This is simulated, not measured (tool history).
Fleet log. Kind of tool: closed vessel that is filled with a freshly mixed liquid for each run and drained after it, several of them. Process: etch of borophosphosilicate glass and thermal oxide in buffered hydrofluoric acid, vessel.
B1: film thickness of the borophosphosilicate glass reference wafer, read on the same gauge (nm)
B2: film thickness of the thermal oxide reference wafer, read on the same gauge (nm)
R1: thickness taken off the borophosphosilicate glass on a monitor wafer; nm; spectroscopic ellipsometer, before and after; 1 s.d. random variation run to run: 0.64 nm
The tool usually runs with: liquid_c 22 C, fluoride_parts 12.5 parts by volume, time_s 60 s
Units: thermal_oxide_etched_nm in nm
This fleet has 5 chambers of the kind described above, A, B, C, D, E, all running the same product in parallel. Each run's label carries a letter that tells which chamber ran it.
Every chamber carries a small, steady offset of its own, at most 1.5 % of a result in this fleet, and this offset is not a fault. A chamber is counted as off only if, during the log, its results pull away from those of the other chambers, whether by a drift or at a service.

{"run": "1B", "hour": 7.8, "liquid_c": 22, "fluoride_parts": 12.5, "time_s": 60, "B1": 90.018, "B2": 50.014, "R1": 100.5, "thermal_oxide_etched_nm": 51.474}
{"run": "2A", "hour": 14.4, "liquid_c": 22, "fluoride_parts": 12.5, "time_s": 60, "B1": 90.02, "B2": 50.002, "R1": 99.034, "thermal_oxide_etched_nm": 51.168}
{"run": "3E", "hour": 21.2, "liquid_c": 22, "fluoride_parts": 12.5, "time_s": 60, "B1": 90.018, "B2": 49.987, "R1": 100.35, "thermal_oxide_etched_nm": 50.602}
{"run": "4D", "hour": 32.8, "liquid_c": 22, "fluoride_parts": 12.5, "time_s": 60, "B1": 90.029, "B2": 49.968, "R1": 99.495, "thermal_oxide_etched_nm": 51.398}
{"run": "5C", "hour": 41.8, "liquid_c": 26.5, "fluoride_parts": 16.5, "time_s": 60, "B1": 89.989, "B2": 50.043, "R1": 97.057, "thermal_oxide_etched_nm": 49.408}
{"run": "6D", "hour": 47.5, "liquid_c": 26.5, "fluoride_parts": 16.5, "time_s": 60, "B1": 90.006, "B2": 49.969, "R1": 96.752, "thermal_oxide_etched_nm": 49.83}
{"run": "7C", "hour": 54.4, "liquid_c": 26.5, "fluoride_parts": 16.5, "time_s": 60, "B1": 89.986, "B2": 50, "R1": 97.713, "thermal_oxide_etched_nm": 49.677}
{"hour": 58.4, "done": "chamber E: thermometer replaced"}
{"run": "8B", "hour": 61.3, "liquid_c": 26.5, "fluoride_parts": 16.5, "time_s": 60, "B1": 90.005, "B2": 49.999, "R1": 97.939, "thermal_oxide_etched_nm": 50.073}
{"run": "9E", "hour": 71.4, "liquid_c": 26.5, "fluoride_parts": 16.5, "time_s": 60, "B1": 89.994, "B2": 49.989, "R1": 97.84, "thermal_oxide_etched_nm": 49.536}
{"run": "10A", "hour": 83.2, "liquid_c": 22, "fluoride_parts": 12.5, "time_s": 60, "B1": 89.97, "B2": 50.002, "R1": 99.477, "thermal_oxide_etched_nm": 51.56}
{"run": "11E", "hour": 93.1, "liquid_c": 22, "fluoride_parts": 12.5, "time_s": 60, "B1": 90.01, "B2": 50.003, "R1": 100.22, "thermal_oxide_etched_nm": 51.016}
{"run": "12C", "hour": 104.6, "liquid_c": 22, "fluoride_parts": 12.5, "time_s": 60, "B1": 89.999, "B2": 49.989, "R1": 100.46, "thermal_oxide_etched_nm": 51.008}
{"run": "13D", "hour": 111.3, "liquid_c": 22, "fluoride_parts": 12.5, "time_s": 60, "B1": 89.977, "B2": 50.002, "R1": 98.755, "thermal_oxide_etched_nm": 50.981}
{"run": "14B", "hour": 123.2, "liquid_c": 22, "fluoride_parts": 12.5, "time_s": 60, "B1": 89.996, "B2": 50.027, "R1": 101.19, "thermal_oxide_etched_nm": 51.345}
{"run": "15A", "hour": 132.5, "liquid_c": 22, "fluoride_parts": 12.5, "time_s": 60, "B1": 90.044, "B2": 49.981, "R1": 99.428, "thermal_oxide_etched_nm": 51.604}
{"run": "16E", "hour": 140.0, "liquid_c": 22, "fluoride_parts": 12.5, "time_s": 60, "B1": 90.001, "B2": 50.021, "R1": 99.138, "thermal_oxide_etched_nm": 50.88}
{"run": "17C", "hour": 149.2, "liquid_c": 22, "fluoride_parts": 17, "time_s": 60, "B1": 90.014, "B2": 49.987, "R1": 74.054, "thermal_oxide_etched_nm": 37.606}
{"run": "18D", "hour": 154.6, "liquid_c": 22, "fluoride_parts": 17, "time_s": 60, "B1": 90.016, "B2": 50.012, "R1": 72.629, "thermal_oxide_etched_nm": 37.723}
{"run": "19B", "hour": 161.8, "liquid_c": 22, "fluoride_parts": 17, "time_s": 60, "B1": 89.997, "B2": 49.975, "R1": 74.652, "thermal_oxide_etched_nm": 37.98}
{"run": "20A", "hour": 169.4, "liquid_c": 22, "fluoride_parts": 17, "time_s": 60, "B1": 89.979, "B2": 50.019, "R1": 73.631, "thermal_oxide_etched_nm": 37.947}
{"run": "21A", "hour": 174.8, "liquid_c": 22, "fluoride_parts": 17, "time_s": 60, "B1": 89.966, "B2": 50.004, "R1": 73.032, "thermal_oxide_etched_nm": 37.637}
{"run": "22B", "hour": 186.5, "liquid_c": 22, "fluoride_parts": 12.5, "time_s": 60, "B1": 90.019, "B2": 50.001, "R1": 100.31, "thermal_oxide_etched_nm": 51.43}
{"run": "23E", "hour": 193.6, "liquid_c": 22, "fluoride_parts": 12.5, "time_s": 60, "B1": 90.002, "B2": 49.983, "R1": 100.11, "thermal_oxide_etched_nm": 50.843}
{"run": "24D", "hour": 205.8, "liquid_c": 22, "fluoride_parts": 12.5, "time_s": 60, "B1": 89.952, "B2": 50.022, "R1": 100.1, "thermal_oxide_etched_nm": 50.977}
{"run": "25C", "hour": 212.7, "liquid_c": 22, "fluoride_parts": 12.5, "time_s": 60, "B1": 90.012, "B2": 50, "R1": 100.96, "thermal_oxide_etched_nm": 51.576}
{"hour": 220.0, "done": "chamber B: hydrofluoric acid flow meter replaced"}
{"run": "26E", "hour": 221.1, "liquid_c": 22, "fluoride_parts": 12.5, "time_s": 60, "B1": 89.985, "B2": 50.024, "R1": 100.2, "thermal_oxide_etched_nm": 51.136}
{"run": "27C", "hour": 230.5, "liquid_c": 22, "fluoride_parts": 12.5, "time_s": 60, "B1": 90.007, "B2": 49.973, "R1": 101.13, "thermal_oxide_etched_nm": 51.048}
{"run": "28B", "hour": 242.9, "liquid_c": 22, "fluoride_parts": 12.5, "time_s": 60, "B1": 89.983, "B2": 50.033, "R1": 99.679, "thermal_oxide_etched_nm": 51.383}
{"run": "29A", "hour": 250.4, "liquid_c": 22, "fluoride_parts": 12.5, "time_s": 60, "B1": 89.969, "B2": 49.966, "R1": 99.49, "thermal_oxide_etched_nm": 51.681}
{"run": "30D", "hour": 257.6, "liquid_c": 22, "fluoride_parts": 12.5, "time_s": 60, "B1": 90.001, "B2": 49.995, "R1": 99.071, "thermal_oxide_etched_nm": 51.003}
{"hour": 259.9, "done": "chamber A: hydrofluoric acid flow meter replaced"}
{"run": "31E", "hour": 265.6, "liquid_c": 22, "fluoride_parts": 12.5, "time_s": 60, "B1": 89.951, "B2": 50.022, "R1": 101.33, "thermal_oxide_etched_nm": 51.131}
{"run": "32B", "hour": 274.6, "liquid_c": 22, "fluoride_parts": 12.5, "time_s": 60, "B1": 90.011, "B2": 50.004, "R1": 99.649, "thermal_oxide_etched_nm": 51.274}
{"run": "33A", "hour": 286.2, "liquid_c": 22, "fluoride_parts": 12.5, "time_s": 60, "B1": 90.02, "B2": 50.031, "R1": 99.924, "thermal_oxide_etched_nm": 51.215}
{"run": "34D", "hour": 297.1, "liquid_c": 22, "fluoride_parts": 12.5, "time_s": 60, "B1": 90.01, "B2": 49.951, "R1": 99.121, "thermal_oxide_etched_nm": 51.193}
{"run": "35C", "hour": 309.2, "liquid_c": 22, "fluoride_parts": 12.5, "time_s": 60, "B1": 90.019, "B2": 50.007, "R1": 100.91, "thermal_oxide_etched_nm": 51.558}
{"hour": 319.6, "done": "chamber C: hydrofluoric acid flow meter replaced"}
{"run": "36E", "hour": 320.6, "liquid_c": 22, "fluoride_parts": 12.5, "time_s": 60, "B1": 90.005, "B2": 50.016, "R1": 100.5, "thermal_oxide_etched_nm": 51.295}
{"run": "37B", "hour": 329.5, "liquid_c": 22, "fluoride_parts": 12.5, "time_s": 60, "B1": 89.99, "B2": 50.007, "R1": 100.41, "thermal_oxide_etched_nm": 51.486}
{"run": "38A", "hour": 335.3, "liquid_c": 22, "fluoride_parts": 12.5, "time_s": 60, "B1": 89.993, "B2": 49.999, "R1": 99.242, "thermal_oxide_etched_nm": 51.563}
{"run": "39C", "hour": 343.6, "liquid_c": 22, "fluoride_parts": 12.5, "time_s": 60, "B1": 90.016, "B2": 50.051, "R1": 100.35, "thermal_oxide_etched_nm": 50.888}
{"run": "40D", "hour": 355.2, "liquid_c": 22, "fluoride_parts": 12.5, "time_s": 60, "B1": 90.011, "B2": 49.982, "R1": 98.398, "thermal_oxide_etched_nm": 51.287}
{"run": "41D", "hour": 363.5, "liquid_c": 22, "fluoride_parts": 12.5, "time_s": 60, "B1": 90.019, "B2": 49.973, "R1": 99.205, "thermal_oxide_etched_nm": 50.941}
{"run": "42B", "hour": 369.3, "liquid_c": 22, "fluoride_parts": 12.5, "time_s": 60, "B1": 89.988, "B2": 50.005, "R1": 99.77, "thermal_oxide_etched_nm": 51.315}
{"run": "43C", "hour": 376.3, "liquid_c": 22, "fluoride_parts": 12.5, "time_s": 60, "B1": 90.006, "B2": 49.997, "R1": 101.47, "thermal_oxide_etched_nm": 51.259}
{"run": "44E", "hour": 387.9, "liquid_c": 22, "fluoride_parts": 12.5, "time_s": 60, "B1": 90.015, "B2": 49.996, "R1": 100.33, "thermal_oxide_etched_nm": 51.611}

Each of the 5 chambers runs these same settings next. Fill in every chamber's results:
{"run": "45A", "hour": 396.8, "liquid_c": 22, "fluoride_parts": 12.5, "time_s": 40, "R1": "?", "thermal_oxide_etched_nm": "?"}
{"run": "45B", "hour": 396.8, "liquid_c": 22, "fluoride_parts": 12.5, "time_s": 40, "R1": "?", "thermal_oxide_etched_nm": "?"}
{"run": "45C", "hour": 396.8, "liquid_c": 22, "fluoride_parts": 12.5, "time_s": 40, "R1": "?", "thermal_oxide_etched_nm": "?"}
{"run": "45D", "hour": 396.8, "liquid_c": 22, "fluoride_parts": 12.5, "time_s": 40, "R1": "?", "thermal_oxide_etched_nm": "?"}
{"run": "45E", "hour": 396.8, "liquid_c": 22, "fluoride_parts": 12.5, "time_s": 40, "R1": "?", "thermal_oxide_etched_nm": "?"}

run=45A R1=67.114 thermal_oxide_etched_nm=34.048
run=45B R1=67.096 thermal_oxide_etched_nm=34.148
run=45C R1=67.366 thermal_oxide_etched_nm=33.988
run=45D R1=65.219 thermal_oxide_etched_nm=34.101
run=45E R1=65.694 thermal_oxide_etched_nm=34.261

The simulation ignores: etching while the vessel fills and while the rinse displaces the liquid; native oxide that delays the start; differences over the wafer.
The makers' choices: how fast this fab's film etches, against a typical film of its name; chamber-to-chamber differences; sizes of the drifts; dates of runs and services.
